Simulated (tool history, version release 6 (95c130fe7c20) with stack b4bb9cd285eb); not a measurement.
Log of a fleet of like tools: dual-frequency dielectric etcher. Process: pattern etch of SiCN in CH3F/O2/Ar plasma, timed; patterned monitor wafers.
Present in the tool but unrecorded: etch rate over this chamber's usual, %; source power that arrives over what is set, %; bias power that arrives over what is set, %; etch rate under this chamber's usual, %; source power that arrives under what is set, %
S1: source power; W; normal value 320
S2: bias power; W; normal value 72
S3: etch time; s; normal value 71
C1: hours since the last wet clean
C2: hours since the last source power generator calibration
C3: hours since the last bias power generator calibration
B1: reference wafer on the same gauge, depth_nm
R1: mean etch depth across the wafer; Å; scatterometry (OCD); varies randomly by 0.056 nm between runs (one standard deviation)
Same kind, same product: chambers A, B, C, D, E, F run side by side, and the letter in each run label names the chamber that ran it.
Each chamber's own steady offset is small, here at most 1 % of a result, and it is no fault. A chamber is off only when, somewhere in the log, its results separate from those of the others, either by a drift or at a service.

run	day	S1	S2	S3	C1	C2	C3	B1	R1
1A	0.104	320	72	71	162.4	3426.9	3384.4	21.709	247.69
2D	0.288	320	72	71	606.1	1398.1	1328.2	21.691	244.9
3F	0.417	320	72	71	201.2	2714.9	806.1	21.7	247.14
4C	0.55	320	72	71	468.3	1306.4	2601.7	21.698	244.45
# day 0.746: chamber D: wet clean of the chamber
5E	0.758	320	72	71	313.4	2809.1	2982	21.692	243.6
6B	0.95	350	72	71	172.1	2197.7	458.5	21.698	252.67
7B	1.112	350	72	71	176	2201.6	462.4	21.69	253.15
8F	1.254	350	72	71	221.3	2735	826.2	21.712	254.73
9D	1.354	350	72	71	14.6	1423.7	1353.8	21.7	254.02
10A	1.458	350	72	71	194.9	3459.4	3416.9	21.705	256.14
11C	1.612	350	72	71	493.8	1331.9	2627.2	21.694	252.53
12E	1.775	320	72	71	337.8	2833.5	3006.4	21.697	243.04
13F	1.925	320	72	71	237.4	2751.1	842.3	21.702	246.2
14A	2.133	320	72	71	211.1	3475.6	3433.1	21.697	246.35
15B	2.279	320	72	71	204	2229.6	490.4	21.699	245.12
16C	2.462	320	72	71	514.2	1352.3	2647.6	21.682	244.45
17D	2.583	320	72	71	44.1	1453.2	1383.3	21.71	245.39
18E	2.771	320	72	71	361.7	2857.4	3030.3	21.717	243.06
19D	2.888	320	72	71	51.4	1460.5	1390.6	21.694	245.28
20E	3.067	320	72	71	368.8	2864.5	3037.4	21.712	243.4
21F	3.246	320	72	71	269.1	2782.8	874	21.699	246.74
22A	3.446	320	72	71	242.6	3507.1	3464.6	21.693	247.54
23C	3.662	320	72	71	543	1381.1	2676.4	21.703	244.3
24B	3.825	320	72	71	241.1	2266.7	527.5	21.701	244.51
25E	4.029	320	72	71	391.9	2887.6	3060.5	21.697	243.24
26F	4.146	320	72	71	290.7	2804.4	895.6	21.698	246.79
27C	4.304	320	72	71	558.4	1396.5	2691.8	21.722	244.6
28D	4.479	320	72	71	89.6	1498.7	1428.8	21.706	246.34
29A	4.621	320	72	71	270.8	3535.3	3492.8	21.697	246.35
30B	4.733	320	72	71	262.9	2288.5	549.3	21.693	245.79
31B	4.954	320	72	71	268.2	2293.8	554.6	21.706	245.09
32F	5.154	320	72	71	314.9	2828.6	919.8	21.693	245.15
33E	5.254	320	72	71	421.3	2917	3089.9	21.699	242.59
34D	5.458	320	61	71	113.1	1522.2	1452.3	21.713	232.18
35A	5.629	320	61	71	295	3559.5	3517	21.694	233.31
36C	5.792	320	61	71	594.1	1432.2	2727.5	21.692	230.75
37D	5.933	320	61	71	124.5	1533.6	1463.7	21.698	232.61
38F	6.096	320	61	71	337.5	2851.2	942.4	21.702	232.17
39E	6.296	320	61	71	446.3	2942	3114.9	21.702	228.78
40A	6.508	340	79	71	316.1	3580.6	3538.1	21.697	262.27
41C	6.721	340	79	71	616.4	1454.5	2749.8	21.693	259.86
42B	6.829	340	79	71	313.2	2338.8	599.6	21.7	259.93
43B	6.988	340	79	71	317	2342.6	603.4	21.712	259.79
44A	7.162	340	79	71	331.8	3596.3	3553.8	21.706	261.86

For the next run the whole fleet of 6 chambers uses the same settings. Give each chamber's results:
45A	7.329	320	78	71					?
45B	7.329	320	78	71					?
45C	7.329	320	78	71					?
45D	7.329	320	78	71					?
45E	7.329	320	78	71					?
45F	7.329	320	78	71					?

run	R1
45A	255.26
45B	252.62
45C	252.03
45D	252.67
45E	250.49
45F	253.85
